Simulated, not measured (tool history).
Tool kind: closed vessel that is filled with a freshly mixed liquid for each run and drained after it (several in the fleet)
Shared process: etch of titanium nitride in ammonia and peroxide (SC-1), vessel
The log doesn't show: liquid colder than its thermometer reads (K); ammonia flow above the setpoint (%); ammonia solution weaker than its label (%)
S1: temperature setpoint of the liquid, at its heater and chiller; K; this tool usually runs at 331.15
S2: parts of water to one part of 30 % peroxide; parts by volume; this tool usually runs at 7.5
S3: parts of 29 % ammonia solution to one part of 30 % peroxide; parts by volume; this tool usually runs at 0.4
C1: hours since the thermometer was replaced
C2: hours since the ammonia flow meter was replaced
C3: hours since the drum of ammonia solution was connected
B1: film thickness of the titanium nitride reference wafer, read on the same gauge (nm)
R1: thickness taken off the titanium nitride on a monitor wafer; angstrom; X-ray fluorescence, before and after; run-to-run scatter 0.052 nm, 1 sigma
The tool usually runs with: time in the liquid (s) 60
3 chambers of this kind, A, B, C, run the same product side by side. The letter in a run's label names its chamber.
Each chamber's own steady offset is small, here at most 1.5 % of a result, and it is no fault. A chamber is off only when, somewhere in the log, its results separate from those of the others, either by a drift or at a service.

{"run": "1C", "hour": 8.4, "S1": 331.15, "S2": 7.5, "S3": 0.4, "time in the liquid (s)": 60, "C1": 2177.9, "C2": 1407.1, "C3": 286.3, "B1": 80.011, "R1": 62.818}
{"run": "2B", "hour": 15.8, "S1": 331.15, "S2": 7.5, "S3": 0.4, "time in the liquid (s)": 60, "C1": 559.3, "C2": 1286, "C3": 168, "B1": 80.036, "R1": 62.794}
{"run": "3A", "hour": 29.1, "S1": 331.15, "S2": 7.5, "S3": 0.4, "time in the liquid (s)": 60, "C1": 1537.9, "C2": 299.8, "C3": 688.1, "B1": 80.015, "R1": 62.115}
{"run": "4A", "hour": 40.0, "S1": 331.15, "S2": 7.5, "S3": 0.4, "time in the liquid (s)": 60, "C1": 1548.8, "C2": 310.7, "C3": 699, "B1": 79.982, "R1": 63.012}
{"run": "5C", "hour": 46.1, "S1": 331.15, "S2": 7.5, "S3": 0.4, "time in the liquid (s)": 60, "C1": 2215.6, "C2": 1444.8, "C3": 324, "B1": 80.007, "R1": 61.745}
{"run": "6B", "hour": 58.0, "S1": 331.15, "S2": 7.5, "S3": 0.4, "time in the liquid (s)": 60, "C1": 601.5, "C2": 1328.2, "C3": 210.2, "B1": 80.021, "R1": 63.124}
{"run": "7B", "hour": 64.9, "S1": 331.15, "S2": 7.5, "S3": 0.4, "time in the liquid (s)": 60, "C1": 608.4, "C2": 1335.1, "C3": 217.1, "B1": 79.978, "R1": 62.943}
{"run": "8A", "hour": 73.9, "S1": 331.15, "S2": 7.5, "S3": 0.4, "time in the liquid (s)": 60, "C1": 1582.7, "C2": 344.6, "C3": 732.9, "B1": 79.988, "R1": 61.866}
{"run": "9C", "hour": 85.8, "S1": 336.65, "S2": 11, "S3": 0.4, "time in the liquid (s)": 60, "C1": 2255.3, "C2": 1484.5, "C3": 363.7, "B1": 79.966, "R1": 71.902}
{"run": "10B", "hour": 96.8, "S1": 336.65, "S2": 11, "S3": 0.4, "time in the liquid (s)": 60, "C1": 640.3, "C2": 1367, "C3": 249, "B1": 80.003, "R1": 72.998}
{"hour": 106.6, "done": "chamber A: new drum of ammonia solution connected"}
{"run": "11C", "hour": 107.4, "S1": 336.65, "S2": 11, "S3": 0.4, "time in the liquid (s)": 60, "C1": 2276.9, "C2": 1506.1, "C3": 385.3, "B1": 79.998, "R1": 72.391}
{"run": "12A", "hour": 120.3, "S1": 331.15, "S2": 7.5, "S3": 0.4, "time in the liquid (s)": 60, "C1": 1629.1, "C2": 391, "C3": 13.7, "B1": 80.002, "R1": 61.906}
{"run": "13C", "hour": 129.9, "S1": 331.15, "S2": 7.5, "S3": 0.4, "time in the liquid (s)": 60, "C1": 2299.4, "C2": 1528.6, "C3": 407.8, "B1": 80.003, "R1": 61.505}
{"run": "14A", "hour": 140.6, "S1": 331.15, "S2": 7.5, "S3": 0.4, "time in the liquid (s)": 60, "C1": 1649.4, "C2": 411.3, "C3": 34, "B1": 79.957, "R1": 62.607}
{"run": "15B", "hour": 153.2, "S1": 331.15, "S2": 7.5, "S3": 0.4, "time in the liquid (s)": 60, "C1": 696.7, "C2": 1423.4, "C3": 305.4, "B1": 79.99, "R1": 62.866}
{"run": "16C", "hour": 162.6, "S1": 331.15, "S2": 7.5, "S3": 0.4, "time in the liquid (s)": 60, "C1": 2332.1, "C2": 1561.3, "C3": 440.5, "B1": 80.001, "R1": 61.968}
{"run": "17A", "hour": 170.0, "S1": 331.15, "S2": 7.5, "S3": 0.4, "time in the liquid (s)": 60, "C1": 1678.8, "C2": 440.7, "C3": 63.4, "B1": 79.994, "R1": 63.374}
{"run": "18B", "hour": 176.0, "S1": 331.15, "S2": 7.5, "S3": 0.55, "time in the liquid (s)": 35, "C1": 719.5, "C2": 1446.2, "C3": 328.2, "B1": 79.985, "R1": 38.258}
{"run": "19A", "hour": 181.7, "S1": 331.15, "S2": 7.5, "S3": 0.55, "time in the liquid (s)": 35, "C1": 1690.5, "C2": 452.4, "C3": 75.1, "B1": 80.001, "R1": 38.152}
{"run": "20C", "hour": 189.1, "S1": 331.15, "S2": 7.5, "S3": 0.55, "time in the liquid (s)": 35, "C1": 2358.6, "C2": 1587.8, "C3": 467, "B1": 80.025, "R1": 37.967}
{"run": "21B", "hour": 195.8, "S1": 331.15, "S2": 7.5, "S3": 0.4, "time in the liquid (s)": 60, "C1": 739.3, "C2": 1466, "C3": 348, "B1": 79.987, "R1": 61.353}
{"run": "22C", "hour": 207.7, "S1": 327.15, "S2": 7.5, "S3": 0.4, "time in the liquid (s)": 60, "C1": 2377.2, "C2": 1606.4, "C3": 485.6, "B1": 80.005, "R1": 47.452}
{"run": "23B", "hour": 217.8, "S1": 327.15, "S2": 7.5, "S3": 0.4, "time in the liquid (s)": 60, "C1": 761.3, "C2": 1488, "C3": 370, "B1": 79.984, "R1": 47.19}
{"run": "24A", "hour": 230.3, "S1": 327.15, "S2": 7.5, "S3": 0.4, "time in the liquid (s)": 60, "C1": 1739.1, "C2": 501, "C3": 123.7, "B1": 80.018, "R1": 47.167}
{"run": "25B", "hour": 240.7, "S1": 331.15, "S2": 7.5, "S3": 0.4, "time in the liquid (s)": 60, "C1": 784.2, "C2": 1510.9, "C3": 392.9, "B1": 80.035, "R1": 60.548}
{"run": "26A", "hour": 248.7, "S1": 331.15, "S2": 7.5, "S3": 0.25, "time in the liquid (s)": 60, "C1": 1757.5, "C2": 519.4, "C3": 142.1, "B1": 79.991, "R1": 58.571}
{"run": "27C", "hour": 259.8, "S1": 331.15, "S2": 7.5, "S3": 0.25, "time in the liquid (s)": 60, "C1": 2429.3, "C2": 1658.5, "C3": 537.7, "B1": 80.002, "R1": 56.284}
{"run": "28C", "hour": 272.5, "S1": 331.15, "S2": 7.5, "S3": 0.25, "time in the liquid (s)": 60, "C1": 2442, "C2": 1671.2, "C3": 550.4, "B1": 79.985, "R1": 56.242}
{"run": "29A", "hour": 281.9, "S1": 331.15, "S2": 5, "S3": 0.25, "time in the liquid (s)": 60, "C1": 1790.7, "C2": 552.6, "C3": 175.3, "B1": 79.988, "R1": 69.27}
{"run": "30B", "hour": 288.4, "S1": 331.15, "S2": 5, "S3": 0.25, "time in the liquid (s)": 60, "C1": 831.9, "C2": 1558.6, "C3": 440.6, "B1": 80, "R1": 68.9}
{"run": "31A", "hour": 294.2, "S1": 331.15, "S2": 5, "S3": 0.25, "time in the liquid (s)": 60, "C1": 1803, "C2": 564.9, "C3": 187.6, "B1": 79.996, "R1": 69.592}
{"run": "32C", "hour": 300.6, "S1": 331.15, "S2": 7.5, "S3": 0.4, "time in the liquid (s)": 60, "C1": 2470.1, "C2": 1699.3, "C3": 578.5, "B1": 80.008, "R1": 61.958}
{"run": "33B", "hour": 313.2, "S1": 331.15, "S2": 7.5, "S3": 0.4, "time in the liquid (s)": 60, "C1": 856.7, "C2": 1583.4, "C3": 465.4, "B1": 80.012, "R1": 60.4}
{"run": "34A", "hour": 323.2, "S1": 331.15, "S2": 7.5, "S3": 0.4, "time in the liquid (s)": 60, "C1": 1832, "C2": 593.9, "C3": 216.6, "B1": 80.013, "R1": 62.952}
{"run": "35B", "hour": 335.2, "S1": 331.15, "S2": 7.5, "S3": 0.4, "time in the liquid (s)": 60, "C1": 878.7, "C2": 1605.4, "C3": 487.4, "B1": 80.007, "R1": 59.538}
{"run": "36C", "hour": 344.9, "S1": 340.65, "S2": 7.5, "S3": 0.4, "time in the liquid (s)": 60, "C1": 2514.4, "C2": 1743.6, "C3": 622.8, "B1": 80.032, "R1": 113.61}
{"run": "37B", "hour": 358.2, "S1": 340.65, "S2": 7.5, "S3": 0.4, "time in the liquid (s)": 60, "C1": 901.7, "C2": 1628.4, "C3": 510.4, "B1": 79.962, "R1": 109.74}

Does one chamber stand apart from the rest, does the shared gauge drift, or is all well apart from small per-chamber offsets? Give the chamber and the most likely cause, where there is one.

It is chamber B that slowly wanders off from its peers.
Cause: liquid colder than its thermometer reads (K) = 0.868.

Chamber B could run next with any of the 4 candidate recipes listed below; each alters the usual settings, and their results appear as question marks. Which one brings its results back in line with what the other chambers deliver on the usual settings?
A result is in line if it is within this distance of the other chambers' mean on the usual settings: R1 1.8 angstrom
{"run": "38B-1", "hour": 367.8, "S1": 330.65, "S2": 7.5, "S3": 0.4, "time in the liquid (s)": 60, "R1": "?"}
{"run": "38B-2", "hour": 367.8, "S1": 331.65, "S2": 7.5, "S3": 0.4, "time in the liquid (s)": 60, "R1": "?"}
{"run": "38B-3", "hour": 367.8, "S1": 332.65, "S2": 7.5, "S3": 0.4, "time in the liquid (s)": 60, "R1": "?"}
{"run": "38B-4", "hour": 367.8, "S1": 329.65, "S2": 7.5, "S3": 0.4, "time in the liquid (s)": 60, "R1": "?"}

Average result of the remaining chambers running the usual settings: R1 62.107 angstrom
run=38B-1 R1=57.495
run=38B-2 R1=61.419
run=38B-3 R1=65.586
run=38B-4 R1=53.763
With 38B-2, the chamber falls back in line with the rest.

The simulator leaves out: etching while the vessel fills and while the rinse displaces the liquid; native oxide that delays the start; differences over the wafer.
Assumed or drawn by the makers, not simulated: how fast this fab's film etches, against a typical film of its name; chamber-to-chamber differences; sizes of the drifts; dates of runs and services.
